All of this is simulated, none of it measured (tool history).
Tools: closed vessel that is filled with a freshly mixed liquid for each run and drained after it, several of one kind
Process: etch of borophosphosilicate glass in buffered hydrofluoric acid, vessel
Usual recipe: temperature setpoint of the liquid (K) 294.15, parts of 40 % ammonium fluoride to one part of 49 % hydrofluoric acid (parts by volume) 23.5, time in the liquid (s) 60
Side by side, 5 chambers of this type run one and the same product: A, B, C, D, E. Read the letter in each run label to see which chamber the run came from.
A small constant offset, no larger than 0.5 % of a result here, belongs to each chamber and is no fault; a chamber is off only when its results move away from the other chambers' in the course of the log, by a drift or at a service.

| run | day | temperature setpoint of the liquid (K) | parts of 40 % ammonium fluoride to one part of 49 % hydrofluoric acid (parts by volume) | time in the liquid (s) | hours since the thermometer was replaced | hours since the hydrofluoric acid flow meter was replaced | read-back film thickness of the borophosphosilicate glass reference wafer, read on the same gauge (nm) | thickness taken off the borophosphosilicate glass on a monitor wafer (angstrom) |
|---|---|---|---|---|---|---|---|---|
| 1D | 0.167 | 294.15 | 23.5 | 60 | 186.4 | 93.1 | 110.02 | 823.26 |
| 2C | 0.329 | 294.15 | 23.5 | 60 | 788.7 | 541 | 110 | 837.24 |
| 3B | 0.558 | 294.15 | 23.5 | 60 | 280.9 | 809.3 | 109.97 | 828.37 |
| 4E | 0.8 | 294.15 | 23.5 | 60 | 1776.9 | 952.4 | 109.98 | 820.49 |
| 5A | 0.979 | 294.15 | 23.5 | 60 | 1442.6 | 363.7 | 109.98 | 831.83 |
| 6A | 1.2 | 294.15 | 23.5 | 60 | 1447.9 | 369 | 109.99 | 831.6 |
| 7D | 1.392 | 290.65 | 23.5 | 95 | 215.8 | 122.5 | 110.01 | 1073.5 |
| 8B | 1.533 | 290.65 | 23.5 | 95 | 304.3 | 832.7 | 110.01 | 1070.4 |
| 9E | 1.754 | 290.65 | 23.5 | 95 | 1799.8 | 975.3 | 110.02 | 1092.1 |
| 10C | 1.871 | 290.65 | 23.5 | 95 | 825.7 | 578 | 110 | 1057.2 |
| 11E | 2.017 | 290.65 | 23.5 | 95 | 1806.1 | 981.6 | 109.99 | 1098.2 |
| 12B | 2.271 | 294.15 | 23.5 | 60 | 322 | 850.4 | 110.01 | 820.58 |
| 13D | 2.396 | 294.15 | 28.5 | 60 | 239.9 | 146.6 | 109.99 | 721.76 |
| 14C | 2.633 | 294.15 | 28.5 | 60 | 844 | 596.3 | 110 | 729.14 |
| 15A | 2.871 | 294.15 | 28.5 | 60 | 1488 | 409.1 | 109.99 | 724.6 |
| 16B | 2.992 | 294.15 | 28.5 | 60 | 339.3 | 867.7 | 110 | 717.66 |
| 17C | 3.175 | 294.15 | 28.5 | 60 | 857 | 609.3 | 110.01 | 718.44 |
| 18A | 3.421 | 294.15 | 23.5 | 60 | 1501.2 | 422.3 | 110 | 821.17 |
| 19D | 3.612 | 294.15 | 23.5 | 60 | 269.1 | 175.8 | 110 | 825.24 |
| 20E | 3.862 | 294.15 | 23.5 | 60 | 1850.4 | 1025.9 | 109.98 | 844.25 |
| 21B | 3.975 | 294.15 | 23.5 | 60 | 362.9 | 891.3 | 110 | 828.69 |
| 22C | 4.154 | 294.15 | 23.5 | 60 | 880.5 | 632.8 | 110 | 840.51 |
| 23D | 4.308 | 294.15 | 23.5 | 60 | 285.8 | 192.5 | 110 | 822.28 |
| 24A | 4.538 | 294.15 | 23.5 | 60 | 1528 | 449.1 | 109.99 | 828.07 |
| 25E | 4.771 | 294.15 | 23.5 | 60 | 1872.2 | 1047.7 | 109.99 | 854.67 |
| 26C | 4.954 | 294.15 | 23.5 | 60 | 899.7 | 652 | 109.99 | 821.86 |
| 27D | 5.158 | 294.15 | 23.5 | 60 | 306.2 | 212.9 | 110 | 823.74 |
| 28B | 5.342 | 294.15 | 23.5 | 60 | 395.7 | 924.1 | 110 | 832.02 |
| 29E | 5.504 | 290.15 | 23.5 | 95 | 1889.8 | 1065.3 | 110 | 1112.5 |
| 30A | 5.679 | 290.15 | 23.5 | 95 | 1555.4 | 476.5 | 110 | 1045.9 |
| 31B | 5.854 | 290.15 | 23.5 | 95 | 408 | 936.4 | 110 | 1045.3 |
| 32E | 6 | 290.15 | 23.5 | 95 | 1901.7 | 1077.2 | 110 | 1107.8 |
| 33D | 6.117 | 290.15 | 23.5 | 95 | 329.2 | 235.9 | 110.02 | 1041.7 |
| 34A | 6.275 | 294.15 | 23.5 | 60 | 1569.7 | 490.8 | 110.02 | 819.35 |
| 35C | 6.525 | 294.15 | 23.5 | 60 | 937.4 | 689.7 | 109.98 | 834.91 |
| 36C | 6.738 | 294.15 | 23.5 | 60 | 942.5 | 694.8 | 110.01 | 827.9 |
| 37D | 6.962 | 294.15 | 23.5 | 60 | 349.5 | 256.2 | 110 | 830.76 |
| 38A | 7.183 | 294.15 | 23.5 | 60 | 1591.5 | 512.6 | 109.99 | 821.54 |

Is one chamber out of step, is the gauge drifting, or do the chambers differ by no more than their own small offsets? For an off chamber, give its letter and the likeliest cause.

Little by little, chamber E moves away from the other chambers.
What lies behind it: hydrofluoric acid flow above the setpoint (%) = 11.1.
Not necessarily distinguishable in this log from: liquid hotter than its thermometer reads (K).

Here are 4 candidates for chamber E's next run, each the usual settings with a change, their results left as question marks. Which one brings its results back in line with what the others give on the usual settings?
In line here means within this much of the mean the other chambers give on the usual settings: thickness taken off the borophosphosilicate glass on a monitor wafer (angstrom) 24
| 39E-1 | 7.367 | 294.15 | 23 | 60 |  |  |  | ? |
| 39E-2 | 7.367 | 294.15 | 24 | 60 |  |  |  | ? |
| 39E-3 | 7.367 | 294.15 | 21.5 | 60 |  |  |  | ? |
| 39E-4 | 7.367 | 294.15 | 25.5 | 60 |  |  |  | ? |

Average result of the remaining chambers running the usual settings: thickness taken off the borophosphosilicate glass on a monitor wafer (angstrom) 826.76
| run | thickness taken off the borophosphosilicate glass on a monitor wafer (angstrom) |
|---|---|
| 39E-1 | 900.75 |
| 39E-2 | 874.2 |
| 39E-3 | 954.18 |
| 39E-4 | 837.76 |
39E-4 is the one that brings the chamber's results back in line with the other chambers.

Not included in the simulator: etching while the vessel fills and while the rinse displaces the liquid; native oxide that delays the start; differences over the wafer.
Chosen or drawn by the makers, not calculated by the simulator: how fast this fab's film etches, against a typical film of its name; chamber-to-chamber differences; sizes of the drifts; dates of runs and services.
